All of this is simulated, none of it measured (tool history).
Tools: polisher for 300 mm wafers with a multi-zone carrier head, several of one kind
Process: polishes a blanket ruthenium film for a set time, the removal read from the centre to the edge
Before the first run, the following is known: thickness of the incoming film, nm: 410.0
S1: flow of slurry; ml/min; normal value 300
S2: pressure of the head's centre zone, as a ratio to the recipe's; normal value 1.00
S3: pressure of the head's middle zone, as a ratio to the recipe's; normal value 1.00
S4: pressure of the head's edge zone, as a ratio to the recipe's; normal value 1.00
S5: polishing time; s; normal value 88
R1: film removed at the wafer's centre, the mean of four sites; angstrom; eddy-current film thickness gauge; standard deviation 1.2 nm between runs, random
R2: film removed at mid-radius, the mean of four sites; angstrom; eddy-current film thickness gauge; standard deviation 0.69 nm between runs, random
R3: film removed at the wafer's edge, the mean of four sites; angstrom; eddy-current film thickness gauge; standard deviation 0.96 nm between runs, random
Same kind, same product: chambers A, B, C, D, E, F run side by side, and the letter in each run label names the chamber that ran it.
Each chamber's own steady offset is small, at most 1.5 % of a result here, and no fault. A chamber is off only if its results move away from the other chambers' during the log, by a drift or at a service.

run   hour   S1    S2    S3    S4  S5       R1      R2      R3
      12.2  -- chamber A: worn pad replaced by a new one
 1A   12.7  300  1.00  1.00  1.00  88   942.22  925.84  933.92
      16.3  -- chamber D: worn pad replaced by a new one
      18.0  -- chamber E: worn pad replaced by a new one
 2E   21.8  300  1.00  1.00  1.00  88   912.49  923.62  915.62
 3D   36.4  300  1.00  1.00  1.00  88   927.00  908.71  901.59
 4C   45.4  300  1.00  1.00  1.00  88   910.29  922.56  918.20
      46.5  -- chamber F: worn pad replaced by a new one
 5B   55.2  300  1.00  1.00  1.12  75   773.55  783.14  831.84
 6F   70.4  300  1.00  1.00  1.12  75   769.69  779.85  814.11
 7B   78.9  300  1.00  1.00  1.12  75   756.15  790.02  819.81
      85.1  -- chamber B: worn pad replaced by a new one
 8F   91.8  300  1.00  1.00  1.12  75   784.65  771.37  823.03
 9C  100.8  300  1.00  1.00  1.12  75   785.50  785.28  819.43
     107.2  -- chamber A: worn pad replaced by a new one
10E  110.0  300  1.00  1.00  1.12  75   779.18  776.87  837.60
     113.7  -- chamber D: worn pad replaced by a new one
     117.5  -- chamber E: slurry nozzle cleaned
11A  120.7  300  1.00  1.00  1.00  88   928.43  918.04  925.04
     122.3  -- chamber E: worn pad replaced by a new one
12D  133.3  300  1.00  1.00  1.00  88   918.13  902.49  914.45
     133.5  -- chamber A: slurry nozzle cleaned
     146.3  -- chamber F: worn pad replaced by a new one
13A  147.3  300  1.00  1.00  1.00  88   947.01  927.86  924.53
14C  155.0  300  1.00  1.00  1.00  88   914.20  917.68  916.47
     155.9  -- chamber B: edge zone pressure recalibrated
15F  169.0  300  1.00  1.00  1.00  88   928.82  903.17  893.39
     178.6  -- chamber C: worn pad replaced by a new one
16D  183.4  300  1.00  1.00  1.00  88   928.79  901.52  922.83
     196.1  -- chamber A: centre zone pressure recalibrated
17E  198.7  300  1.00  1.00  1.00  88   941.01  920.86  923.67
18B  211.7  300  1.00  1.00  1.00  88   905.44  915.30  909.56
     215.4  -- chamber D: worn pad replaced by a new one
     219.2  -- chamber E: worn pad replaced by a new one
19D  219.5  300  1.00  1.00  1.00  88   934.52  905.56  921.55
     221.0  -- chamber B: worn pad replaced by a new one
     223.9  -- chamber A: worn pad replaced by a new one
20B  226.9  300  1.00  1.00  1.00  88   928.73  923.60  901.26
21F  233.6  300  1.00  1.00  1.00  88   932.45  913.18  896.79
     241.9  -- chamber F: worn pad replaced by a new one
22A  247.0  300  1.00  1.00  1.00  88   934.54  929.33  914.18
23C  255.6  300  1.00  1.00  1.00  88   931.54  927.20  924.49
     261.0  -- chamber B: slurry nozzle cleaned
24E  263.1  300  1.00  1.00  1.00  88   913.88  917.34  930.45
     269.2  -- chamber F: centre zone pressure recalibrated
     274.2  -- chamber A: edge zone pressure recalibrated
25A  276.6  300  1.00  1.00  1.00  88   956.32  919.61  918.41
26C  288.4  300  1.00  1.00  1.00  88   925.12  926.65  907.92
27D  299.2  300  1.00  1.00  1.00  88   926.00  902.75  903.24
     306.7  -- chamber E: worn pad replaced by a new one
28B  307.9  300  1.00  1.00  1.00  88   906.35  933.52  902.74
     311.1  -- chamber D: worn pad replaced by a new one
     320.2  -- chamber F: worn pad replaced by a new one
29F  322.4  300  1.00  1.00  1.00  88   908.01  917.84  921.62
30E  336.2  300  1.00  1.00  1.00  88   898.88  912.91  928.21
     339.5  -- chamber A: worn pad replaced by a new one
31E  344.9  300  1.11  0.92  1.00  88  1020.10  855.71  929.72
32A  357.9  300  1.11  0.92  1.00  88  1042.90  859.36  922.25
33F  365.6  300  1.11  0.92  1.00  88  1024.20  834.44  907.79
     367.9  -- chamber B: worn pad replaced by a new one
34D  372.6  300  1.11  0.92  1.00  88  1018.20  835.97  892.10
     373.4  -- chamber C: worn pad replaced by a new one
35C  387.3  300  1.11  0.92  1.00  88  1027.50  857.48  911.50
36B  396.5  300  1.11  0.92  1.00  88  1036.10  860.78  921.80
     397.3  -- chamber D: worn pad replaced by a new one
37D  404.7  300  1.00  1.00  1.00  88   934.11  896.70  896.47
     406.8  -- chamber E: worn pad replaced by a new one
38F  413.8  300  1.00  1.00  1.05  88   911.97  898.37  930.61
39B  425.1  300  1.00  1.00  1.05  88   931.45  930.57  927.76
     429.5  -- chamber E: slurry nozzle cleaned
     437.4  -- chamber A: worn pad replaced by a new one
40A  439.5  300  1.00  1.00  1.05  88   930.62  918.25  938.67
41E  451.6  300  1.00  1.00  1.05  88   917.41  925.73  946.21

The same settings go to every chamber for the next run, one line per chamber below. Forecast the results for each:
42A  462.6  300  1.00  1.00  1.00  88   ?   ?   ?
42B  462.6  300  1.00  1.00  1.00  88   ?   ?   ?
42C  462.6  300  1.00  1.00  1.00  88   ?   ?   ?
42D  462.6  300  1.00  1.00  1.00  88   ?   ?   ?
42E  462.6  300  1.00  1.00  1.00  88   ?   ?   ?
42F  462.6  300  1.00  1.00  1.00  88   ?   ?   ?

run      R1      R2      R3
42A  925.59  914.37  926.38
42B  938.29  927.51  903.50
42C  951.97  917.31  922.06
42D  921.27  897.99  910.80
42E  886.20  911.91  936.70
42F  905.12  910.30  909.50

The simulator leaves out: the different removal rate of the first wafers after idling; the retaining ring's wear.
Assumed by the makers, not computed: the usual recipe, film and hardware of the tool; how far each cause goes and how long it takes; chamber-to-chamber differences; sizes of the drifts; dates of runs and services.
